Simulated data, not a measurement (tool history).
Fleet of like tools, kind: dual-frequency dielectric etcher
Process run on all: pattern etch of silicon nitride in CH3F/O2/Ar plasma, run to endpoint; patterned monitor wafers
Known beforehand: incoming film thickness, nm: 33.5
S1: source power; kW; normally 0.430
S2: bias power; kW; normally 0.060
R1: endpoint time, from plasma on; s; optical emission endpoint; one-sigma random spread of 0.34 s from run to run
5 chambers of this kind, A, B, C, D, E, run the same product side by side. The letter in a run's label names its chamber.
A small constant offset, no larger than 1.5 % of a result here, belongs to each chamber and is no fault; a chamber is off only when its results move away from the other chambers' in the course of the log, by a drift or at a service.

run	hour	S1	S2	R1
1E	7.9	0.430	0.060	50.000
2B	14.6	0.430	0.060	50.213
3D	22.9	0.430	0.060	50.149
4A	31.3	0.430	0.060	51.085
5C	46.4	0.430	0.060	50.409
# hour 48.5: chamber D: wet clean of the chamber
6A	60.2	0.430	0.060	50.662
7E	71.7	0.380	0.060	52.612
8B	83.8	0.380	0.060	53.321
9C	94.4	0.380	0.060	52.776
10D	104.0	0.380	0.060	52.429
11C	118.9	0.380	0.060	52.689
12D	129.0	0.430	0.060	50.350
13E	136.4	0.430	0.060	50.448
14A	145.8	0.330	0.060	56.116
15B	159.7	0.330	0.060	55.581
16A	170.5	0.330	0.060	56.035
17D	181.2	0.330	0.060	56.040
18B	191.5	0.330	0.060	55.525
19C	206.4	0.430	0.060	50.233
20E	213.7	0.430	0.073	47.146
# hour 219.9: chamber A: wet clean of the chamber
21E	225.4	0.430	0.073	47.691
22D	233.1	0.430	0.073	47.020
23A	241.5	0.430	0.073	47.672
24C	253.7	0.430	0.073	47.534
25B	268.4	0.430	0.060	50.611
26B	280.8	0.430	0.060	49.622
27D	289.1	0.430	0.060	49.565
28C	303.9	0.430	0.060	50.608
29A	319.0	0.430	0.060	49.917
30E	327.8	0.430	0.060	51.345
31D	342.7	0.370	0.060	52.868
32A	353.6	0.370	0.060	53.435
33C	368.7	0.370	0.060	54.058

Is one chamber off against the others, does the gauge drift, or is nothing wrong? If a chamber is off, say which, and what the likeliest cause is.

No chamber stands off beyond its own small offset, and the gauge holds steady.
